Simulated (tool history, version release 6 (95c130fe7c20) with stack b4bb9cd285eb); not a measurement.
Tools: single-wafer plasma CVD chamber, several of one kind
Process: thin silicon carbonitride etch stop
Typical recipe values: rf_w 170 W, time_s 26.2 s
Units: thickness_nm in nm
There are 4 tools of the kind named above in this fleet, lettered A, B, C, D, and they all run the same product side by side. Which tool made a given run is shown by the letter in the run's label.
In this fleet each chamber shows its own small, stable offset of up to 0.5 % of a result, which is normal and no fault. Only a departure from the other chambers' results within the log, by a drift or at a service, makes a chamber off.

| run | hour | rf_w | time_s | hours since the last thermocouple change | hours since the last RF generator calibration | read-back reference wafer on the same gauge, thickness_nm | thickness_nm |
|---|---|---|---|---|---|---|---|
| 1D | 6.5 | 170 | 26.2 | 1031 | 414.4 | 13.995 | 14.173 |
| 2C | 10.2 | 170 | 26.2 | 767.2 | 1482.3 | 13.994 | 14.218 |
| 3A | 16.3 | 170 | 26.2 | 2051.6 | 670.1 | 13.997 | 14.239 |
|  | 19.4 | chamber A: thermocouple changed; heater temperature recalibrated |
| 4B | 21.5 | 170 | 26.2 | 701.3 | 920.4 | 13.99 | 14.211 |
| 5A | 27.8 | 170 | 26.2 | 8.4 | 681.6 | 13.991 | 14.21 |
| 6B | 35.8 | 170 | 26.2 | 715.6 | 934.7 | 13.985 | 14.217 |
| 7D | 41.3 | 170 | 26.2 | 1065.8 | 449.2 | 13.982 | 14.148 |
| 8C | 46.7 | 170 | 26.2 | 803.7 | 1518.8 | 13.981 | 14.161 |
| 9B | 53.1 | 170 | 26.2 | 732.9 | 952 | 13.977 | 14.23 |
| 10C | 58.3 | 170 | 26.2 | 815.3 | 1530.4 | 13.982 | 14.181 |
| 11A | 65.7 | 170 | 26.2 | 46.3 | 719.5 | 13.971 | 14.21 |
| 12D | 74 | 170 | 28.4 | 1098.5 | 481.9 | 13.968 | 15.33 |
| 13B | 77.7 | 170 | 28.4 | 757.5 | 976.6 | 13.969 | 15.395 |
| 14D | 83.3 | 170 | 28.4 | 1107.8 | 491.2 | 13.965 | 15.337 |
| 15A | 91.6 | 170 | 28.4 | 72.2 | 745.4 | 13.959 | 15.418 |
| 16C | 97.4 | 170 | 26.2 | 854.4 | 1569.5 | 13.955 | 14.18 |
| 17B | 103.7 | 170 | 26.2 | 783.5 | 1002.6 | 13.954 | 14.163 |
| 18D | 107.5 | 170 | 26.2 | 1132 | 515.4 | 13.948 | 14.134 |
| 19A | 115.1 | 170 | 26.2 | 95.7 | 768.9 | 13.948 | 14.197 |
| 20C | 120.8 | 170 | 26.2 | 877.8 | 1592.9 | 13.95 | 14.148 |
| 21C | 128.2 | 170 | 26.2 | 885.2 | 1600.3 | 13.945 | 14.149 |
| 22A | 133.5 | 195 | 26.2 | 114.1 | 787.3 | 13.945 | 14.803 |
| 23D | 139.9 | 195 | 26.2 | 1164.4 | 547.8 | 13.938 | 14.701 |
|  | 145.1 | chamber B: RF generator calibrated |
| 24B | 146.3 | 195 | 26.2 | 826.1 | 1.2 | 13.939 | 14.772 |
| 25B | 152.9 | 195 | 26.2 | 832.7 | 7.8 | 13.935 | 14.784 |
| 26A | 157.6 | 170 | 26.2 | 138.2 | 811.4 | 13.937 | 14.168 |
| 27D | 161.4 | 190 | 26.2 | 1185.9 | 569.3 | 13.93 | 14.581 |

Does one chamber stand apart from the rest, does the shared gauge drift, or is all well apart from small per-chamber offsets? Give the chamber and the most likely cause, where there is one.

The gauge drifts, so all chambers seem to drift together. No chamber is off.
Cause: gauge reads low (%) = 0.506.
